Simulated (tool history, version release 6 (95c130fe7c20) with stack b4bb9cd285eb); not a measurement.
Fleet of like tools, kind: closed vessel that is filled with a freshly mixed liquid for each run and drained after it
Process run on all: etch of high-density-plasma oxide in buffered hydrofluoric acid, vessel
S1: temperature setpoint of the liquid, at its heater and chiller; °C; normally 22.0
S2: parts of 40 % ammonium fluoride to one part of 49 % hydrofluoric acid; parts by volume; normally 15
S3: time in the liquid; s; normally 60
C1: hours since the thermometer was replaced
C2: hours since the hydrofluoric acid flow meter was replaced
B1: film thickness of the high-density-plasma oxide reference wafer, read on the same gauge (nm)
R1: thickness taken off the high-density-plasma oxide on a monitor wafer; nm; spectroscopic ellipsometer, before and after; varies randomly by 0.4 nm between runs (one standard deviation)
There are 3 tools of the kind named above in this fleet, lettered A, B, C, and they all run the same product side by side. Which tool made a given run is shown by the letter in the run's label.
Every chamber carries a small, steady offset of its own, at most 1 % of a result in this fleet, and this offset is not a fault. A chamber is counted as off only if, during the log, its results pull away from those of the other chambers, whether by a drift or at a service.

Run 1C, hour 12.4: usual settings; C1 1128.6; C2 392.6; B1 110.01. Result: R1 72.315 nm.
Run 2A, hour 23.6: usual settings; C1 193.0; C2 828.3; B1 110.00. Result: R1 73.181 nm.
At hour 24.0: chamber A: hydrofluoric acid flow meter replaced.
Run 3B, hour 32.2: usual settings; C1 817.2; C2 1899.6; B1 110.00. Result: R1 74.043 nm.
Run 4B, hour 41.7: usual settings; C1 826.7; C2 1909.1; B1 110.00. Result: R1 73.984 nm.
Run 5C, hour 52.5: usual settings; C1 1168.7; C2 432.7; B1 110.00. Result: R1 73.128 nm.
Run 6A, hour 65.5: usual settings; C1 234.9; C2 41.5; B1 110.00. Result: R1 73.559 nm.
Run 7A, hour 75.0: usual settings; C1 244.4; C2 51.0; B1 110.01. Result: R1 73.773 nm.
Run 8B, hour 87.5: usual settings; C1 872.5; C2 1954.9; B1 110.00. Result: R1 73.863 nm.
Run 9C, hour 102.1: usual settings; C1 1218.3; C2 482.3; B1 110.01. Result: R1 72.963 nm.
Run 10B, hour 117.5: usual settings; C1 902.5; C2 1984.9; B1 109.99. Result: R1 74.250 nm.
Run 11C, hour 126.0: usual settings; C1 1242.2; C2 506.2; B1 110.01. Result: R1 73.036 nm.
Run 12A, hour 139.8: usual settings; C1 309.2; C2 115.8; B1 110.00. Result: R1 73.235 nm.
Run 13B, hour 155.3: usual settings; C1 940.3; C2 2022.7; B1 110.02. Result: R1 73.543 nm.
Run 14A, hour 166.6: usual settings but S3 35 s; C1 336.0; C2 142.6; B1 110.00. Result: R1 42.868 nm.
Run 15C, hour 175.3: usual settings but S3 35 s; C1 1291.5; C2 555.5; B1 110.00. Result: R1 42.663 nm.
Run 16C, hour 183.6: usual settings but S3 35 s; C1 1299.8; C2 563.8; B1 110.00. Result: R1 42.797 nm.
Run 17B, hour 198.9: usual settings; C1 983.9; C2 2066.3; B1 110.00. Result: R1 74.253 nm.
Run 18A, hour 206.6: usual settings but S1 25.0 °C; C1 376.0; C2 182.6; B1 110.00. Result: R1 87.089 nm.
Run 19C, hour 216.4: usual settings but S1 25.0 °C; C1 1332.6; C2 596.6; B1 110.01. Result: R1 86.496 nm.
Run 20A, hour 229.3: usual settings but S1 25.0 °C; C1 398.7; C2 205.3; B1 110.02. Result: R1 87.445 nm.
Run 21B, hour 238.9: usual settings; C1 1023.9; C2 2106.3; B1 110.00. Result: R1 73.988 nm.
Run 22A, hour 249.0: usual settings but S1 24.5 °C; C1 418.4; C2 225.0; B1 110.00. Result: R1 84.077 nm.
Run 23C, hour 263.6: usual settings but S1 24.5 °C; C1 1379.8; C2 643.8; B1 109.99. Result: R1 84.421 nm.
Run 24B, hour 278.2: usual settings but S1 24.5 °C; C1 1063.2; C2 2145.6; B1 110.00. Result: R1 84.828 nm.
Run 25C, hour 289.9: usual settings; C1 1406.1; C2 670.1; B1 110.00. Result: R1 72.901 nm.

Read the log: is a single chamber off, either drifting away or since a service, is the gauge that measures every chamber drifting, or is nothing wrong beyond small per-chamber offsets? Name any odd chamber and what most likely caused it.

All chambers stay in line apart from their small fixed offsets, and the gauge does not drift.
